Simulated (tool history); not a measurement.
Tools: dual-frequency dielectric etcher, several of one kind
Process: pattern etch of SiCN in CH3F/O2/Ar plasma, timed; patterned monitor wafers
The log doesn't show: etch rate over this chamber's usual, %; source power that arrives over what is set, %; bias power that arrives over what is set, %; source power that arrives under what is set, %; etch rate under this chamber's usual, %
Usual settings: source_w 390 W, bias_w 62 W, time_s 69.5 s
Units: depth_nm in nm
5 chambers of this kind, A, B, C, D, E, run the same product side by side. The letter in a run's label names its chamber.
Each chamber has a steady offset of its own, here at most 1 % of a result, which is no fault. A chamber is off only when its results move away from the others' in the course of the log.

run   hour  source_w  bias_w  time_s  hours since the last wet clean  hours since the last source power generator calibration  hours since the last bias power generator calibration  read-back reference wafer on the same gauge, depth_nm  depth_nm
 1B    7.1       390      62    69.5                            22.5                                                    928.9                                                  955.2                                                   28.3    24.452
 2E   17.4       390      62    69.5                            18.3                                                   3461.5                                                 3612.6                                                 28.287    24.418
 3D   24.5       390      62    69.5                           447.1                                                   1704.4                                                 1875.6                                                 28.294    24.426
 4A   30.1       390      62    69.5                           315.3                                                   1642.5                                                 2403.4                                                 28.295    24.739
 5C   40.7       300      62    54.5                             192                                                      767                                                 4045.7                                                 28.285    17.448
 6B   52.2       300      62    54.5                            67.6                                                      974                                                 1000.3                                                 28.281    17.369
 7D     60       300      62    54.5                           482.6                                                   1739.9                                                 1911.1                                                 28.276    17.279
 8A   67.4       300      62    54.5                           352.6                                                   1679.8                                                 2440.7                                                 28.282    17.589
 9E     78       300      62    54.5                            78.9                                                   3522.1                                                 3673.2                                                 28.277    17.327
10C   87.2       390      73    51.5                           238.5                                                    813.5                                                 4092.2                                                 28.265    19.303
11C   93.4       390      73    51.5                           244.7                                                    819.7                                                 4098.4                                                 28.263    19.333
12E  102.2       390      73    51.5                           103.1                                                   3546.3                                                 3697.4                                                 28.262     19.13
13B  109.5       390      73    51.5                           124.9                                                   1031.3                                                 1057.6                                                 28.254    19.137
14A  120.1       390      73    51.5                           405.3                                                   1732.5                                                 2493.4                                                 28.258     19.39
     127.4  -- chamber D: wet clean of the chamber
15D  128.6       390      62    69.5                             1.3                                                   1808.5                                                 1979.7                                                  28.25    24.344
16E  137.6       390      62    69.5                           138.5                                                   3581.7                                                 3732.8                                                 28.248    24.379
17B  146.5       330      62    69.5                           161.9                                                   1068.3                                                 1094.6                                                  28.25    22.888
18C  158.1       330      62    69.5                           309.4                                                    884.4                                                 4163.1                                                 28.249    23.044
19D  169.1       330      62    69.5                            41.8                                                     1849                                                 2020.2                                                 28.243    22.874
20A  179.6       330      62    69.5                           464.8                                                     1792                                                 2552.9                                                 28.243    23.156
21D  184.8       330      62    69.5                            57.5                                                   1864.7                                                 2035.9                                                 28.235    22.838
22A    191       390      62    77.5                           476.2                                                   1803.4                                                 2564.3                                                 28.222    27.488
23E  200.1       390      62    77.5                             201                                                   3644.2                                                 3795.3                                                 28.224    27.063
24B  207.2       390      62    77.5                           222.6                                                     1129                                                 1155.3                                                 28.225    27.211
25C  216.2       390      62    77.5                           367.5                                                    942.5                                                 4221.2                                                 28.221    27.377
26E  226.2       390      62    77.5                           227.1                                                   3670.3                                                 3821.4                                                 28.223     27.18
       228  -- chamber E: source power generator calibrated
27B  236.7       390      62    69.5                           252.1                                                   1158.5                                                 1184.8                                                 28.212    24.409
28C  247.7       390      62    69.5                             399                                                      974                                                 4252.7                                                 28.211    24.575
29D  254.6       390      62    69.5                           127.3                                                   1934.5                                                 2105.7                                                   28.2    24.341
     255.3  -- chamber C: wet clean of the chamber
30A  265.8       390      62    69.5                             551                                                   1878.2                                                 2639.1                                                 28.209    24.689
31E  272.5       330      62    61.5                           273.4                                                     44.6                                                 3867.7                                                 28.197    20.184
32C  282.2       330      62    61.5                            26.9                                                   1008.5                                                 4287.2                                                 28.192    20.385
33D  287.6       330      62    61.5                           160.3                                                   1967.5                                                 2138.7                                                 28.191    20.168
34B  297.5       330      62    61.5                           312.9                                                   1219.3                                                 1245.6                                                 28.191    20.242
35A  303.3       330      62    61.5                           588.5                                                   1915.7                                                 2676.6                                                 28.188    20.467
36D  309.2       390      62    69.5                           181.9                                                   1989.1                                                 2160.3                                                 28.188    24.285
     314.9  -- chamber A: wet clean of the chamber
37B  320.2       390      62    69.5                           335.6                                                     1242                                                 1268.3                                                 28.184    24.371
38C  326.5       390      62    69.5                            71.2                                                   1052.8                                                 4331.5                                                 28.175     24.56
39A  332.1       390      62    69.5                            17.2                                                   1944.5                                                 2705.4                                                  28.18     24.67
     342.7  -- chamber A: source power generator calibrated
40E    343       460      62    69.5                           343.9                                                    115.1                                                 3938.2                                                 28.174    25.817
41C  349.6       460      62    69.5                            94.3                                                   1075.9                                                 4354.6                                                 28.179    26.189
42E  360.6       460      62    69.5                           361.5                                                    132.7                                                 3955.8                                                 28.174    25.826
43A  371.4       460      62    69.5                            56.5                                                     28.7                                                 2744.7                                                 28.167    26.239

Next, every chamber runs the same settings. What will each give?
44A   380       390      62    69.5                                                                                                                                                                                                                ?
44B   380       390      62    69.5                                                                                                                                                                                                                ?
44C   380       390      62    69.5                                                                                                                                                                                                                ?
44D   380       390      62    69.5                                                                                                                                                                                                                ?
44E   380       390      62    69.5                                                                                                                                                                                                                ?

run  depth_nm
44A    24.615
44B    24.339
44C    24.528
44D    24.255
44E    24.292

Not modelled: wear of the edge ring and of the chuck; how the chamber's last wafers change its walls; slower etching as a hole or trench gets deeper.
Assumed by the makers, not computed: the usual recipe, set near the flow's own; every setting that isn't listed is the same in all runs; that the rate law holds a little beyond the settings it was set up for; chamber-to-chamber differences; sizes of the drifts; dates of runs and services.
